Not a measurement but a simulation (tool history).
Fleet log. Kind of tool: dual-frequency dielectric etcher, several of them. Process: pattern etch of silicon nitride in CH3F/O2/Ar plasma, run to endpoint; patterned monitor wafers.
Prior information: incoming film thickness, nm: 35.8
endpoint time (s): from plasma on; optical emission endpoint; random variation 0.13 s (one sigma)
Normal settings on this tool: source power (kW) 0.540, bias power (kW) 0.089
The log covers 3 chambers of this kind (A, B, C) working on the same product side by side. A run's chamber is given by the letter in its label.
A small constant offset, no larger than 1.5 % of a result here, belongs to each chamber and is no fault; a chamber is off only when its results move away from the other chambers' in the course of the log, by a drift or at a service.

| run | day | source power (kW) | bias power (kW) | endpoint time (s) |
|---|---|---|---|---|
| 1A | 0.204 | 0.540 | 0.089 | 42.356 |
| 2C | 0.521 | 0.540 | 0.089 | 42.719 |
| 3B | 0.729 | 0.540 | 0.089 | 42.729 |
|  | 0.904 | chamber A: wet clean of the chamber |
| 4A | 0.967 | 0.540 | 0.089 | 42.705 |
| 5C | 1.138 | 0.540 | 0.089 | 42.948 |
| 6B | 1.350 | 0.540 | 0.089 | 42.958 |
| 7C | 1.621 | 0.540 | 0.089 | 42.885 |
| 8B | 1.783 | 0.590 | 0.089 | 41.254 |
| 9A | 2.121 | 0.590 | 0.089 | 41.260 |
| 10C | 2.375 | 0.590 | 0.089 | 41.319 |
| 11A | 2.688 | 0.540 | 0.089 | 42.378 |
| 12B | 2.938 | 0.540 | 0.089 | 42.649 |
| 13B | 3.129 | 0.470 | 0.089 | 45.173 |
| 14C | 3.367 | 0.470 | 0.089 | 45.433 |
| 15A | 3.658 | 0.470 | 0.089 | 44.831 |
| 16A | 3.808 | 0.430 | 0.089 | 46.307 |
| 17B | 4.025 | 0.430 | 0.089 | 46.686 |
| 18C | 4.350 | 0.430 | 0.089 | 47.227 |
| 19A | 4.621 | 0.540 | 0.089 | 42.377 |
| 20C | 4.912 | 0.540 | 0.089 | 43.235 |
| 21B | 5.179 | 0.540 | 0.089 | 42.851 |
| 22A | 5.421 | 0.540 | 0.089 | 42.269 |
| 23C | 5.754 | 0.540 | 0.089 | 43.216 |
| 24B | 5.908 | 0.540 | 0.089 | 42.886 |
| 25C | 6.188 | 0.540 | 0.089 | 43.344 |
| 26B | 6.488 | 0.540 | 0.089 | 42.953 |
| 27A | 6.658 | 0.540 | 0.089 | 42.483 |
| 28A | 6.988 | 0.630 | 0.089 | 40.119 |
| 29C | 7.267 | 0.630 | 0.089 | 40.948 |
| 30B | 7.533 | 0.630 | 0.089 | 40.181 |
| 31B | 7.700 | 0.540 | 0.089 | 42.741 |
| 32C | 7.871 | 0.540 | 0.089 | 43.568 |
| 33A | 8.029 | 0.540 | 0.089 | 42.571 |
| 34A | 8.225 | 0.540 | 0.089 | 42.362 |
| 35B | 8.504 | 0.540 | 0.089 | 42.599 |
| 36C | 8.688 | 0.540 | 0.089 | 43.772 |
| 37A | 8.979 | 0.540 | 0.089 | 42.517 |
| 38C | 9.179 | 0.540 | 0.089 | 43.845 |
| 39B | 9.417 | 0.540 | 0.089 | 42.810 |

For the next run the whole fleet of 3 chambers uses the same settings. Give each chamber's results:
| 40A | 9.658 | 0.540 | 0.076 | ? |
| 40B | 9.658 | 0.540 | 0.076 | ? |
| 40C | 9.658 | 0.540 | 0.076 | ? |

| run | endpoint time (s) |
|---|---|
| 40A | 44.825 |
| 40B | 45.101 |
| 40C | 46.472 |

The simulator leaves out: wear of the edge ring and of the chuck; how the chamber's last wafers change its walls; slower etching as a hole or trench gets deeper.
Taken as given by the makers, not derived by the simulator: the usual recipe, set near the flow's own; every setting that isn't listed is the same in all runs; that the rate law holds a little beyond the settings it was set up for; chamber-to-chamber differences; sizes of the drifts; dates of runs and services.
